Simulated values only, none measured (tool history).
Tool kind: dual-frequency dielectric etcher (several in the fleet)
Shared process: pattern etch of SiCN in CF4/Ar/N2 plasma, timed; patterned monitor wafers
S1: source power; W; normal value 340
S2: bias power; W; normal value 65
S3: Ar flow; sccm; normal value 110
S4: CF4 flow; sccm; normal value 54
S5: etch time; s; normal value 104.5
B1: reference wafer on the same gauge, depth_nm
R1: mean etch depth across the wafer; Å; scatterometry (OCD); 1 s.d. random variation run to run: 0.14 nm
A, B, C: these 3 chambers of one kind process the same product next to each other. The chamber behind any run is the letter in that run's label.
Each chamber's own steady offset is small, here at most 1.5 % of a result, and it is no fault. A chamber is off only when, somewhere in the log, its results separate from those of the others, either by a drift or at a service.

run	hour	S1	S2	S3	S4	S5	B1	R1
1A	12.3	340	65	110	54	104.5	55.576	647.01
2B	18.6	340	65	110	54	104.5	55.627	639.01
3C	24.7	340	65	110	54	104.5	55.627	647.87
# hour 35.8: chamber B: wet clean of the chamber
4B	36.8	340	65	110	54	104.5	55.594	639.45
5A	42.9	420	65	110	54	104.5	55.622	781.55
6C	54.6	420	65	110	54	104.5	55.556	778.59
7A	65.0	420	65	110	54	104.5	55.598	781.30
8B	74.5	340	65	110	54	104.5	55.604	637.85
9C	83.5	410	65	110	62	104.5	55.590	779.15
10A	92.9	410	65	110	62	104.5	55.615	782.84
11C	103.0	410	65	110	62	104.5	55.624	784.73
12B	110.0	340	65	110	54	104.5	55.606	638.38
# hour 117.8: chamber B: bias power generator calibrated
13C	120.5	340	65	110	63	104.5	55.630	664.96
# hour 126.5: chamber A: wet clean of the chamber
14A	131.2	340	65	110	63	104.5	55.613	677.62
15B	143.1	340	65	110	63	104.5	55.587	655.81
16A	149.6	340	65	110	54	104.5	55.605	659.50
17C	155.5	340	65	110	54	104.5	55.597	644.57
18B	161.6	380	65	110	54	131.0	55.571	883.48
19B	172.7	380	65	110	54	131.0	55.561	884.08
20C	181.8	380	65	110	54	131.0	55.606	895.64
21A	191.2	340	65	110	54	104.5	55.569	659.82
22A	199.7	340	65	110	54	104.5	55.609	660.13
23C	209.9	340	65	110	54	104.5	55.618	647.08
24B	216.5	340	65	110	54	104.5	55.600	639.48
25B	228.4	340	65	110	54	104.5	55.579	638.10
26A	236.5	300	65	110	54	104.5	55.589	591.37
# hour 238.6: chamber C: CF4 flow controller replaced
27C	247.5	300	65	110	54	104.5	55.609	581.82
28B	257.1	300	65	110	54	104.5	55.610	568.75
29A	269.2	340	65	110	54	104.5	55.614	659.83
# hour 274.6: chamber A: bias power generator calibrated
# hour 280.1: chamber A: source power generator calibrated
30C	281.7	340	65	110	54	104.5	55.621	645.67
31B	291.2	340	65	110	54	104.5	55.591	639.49
32A	302.7	340	65	110	50	104.5	55.617	652.71
33C	314.4	340	65	110	50	104.5	55.580	637.72
34C	321.2	340	65	110	50	104.5	55.630	636.86

All chambers now run identical settings, listed one chamber a line with results as question marks. What results will each chamber show?
35A	330.1	370	65	110	54	104.5		?
35B	330.1	370	65	110	54	104.5		?
35C	330.1	370	65	110	54	104.5		?

run	R1
35A	713.07
35B	689.86
35C	693.72

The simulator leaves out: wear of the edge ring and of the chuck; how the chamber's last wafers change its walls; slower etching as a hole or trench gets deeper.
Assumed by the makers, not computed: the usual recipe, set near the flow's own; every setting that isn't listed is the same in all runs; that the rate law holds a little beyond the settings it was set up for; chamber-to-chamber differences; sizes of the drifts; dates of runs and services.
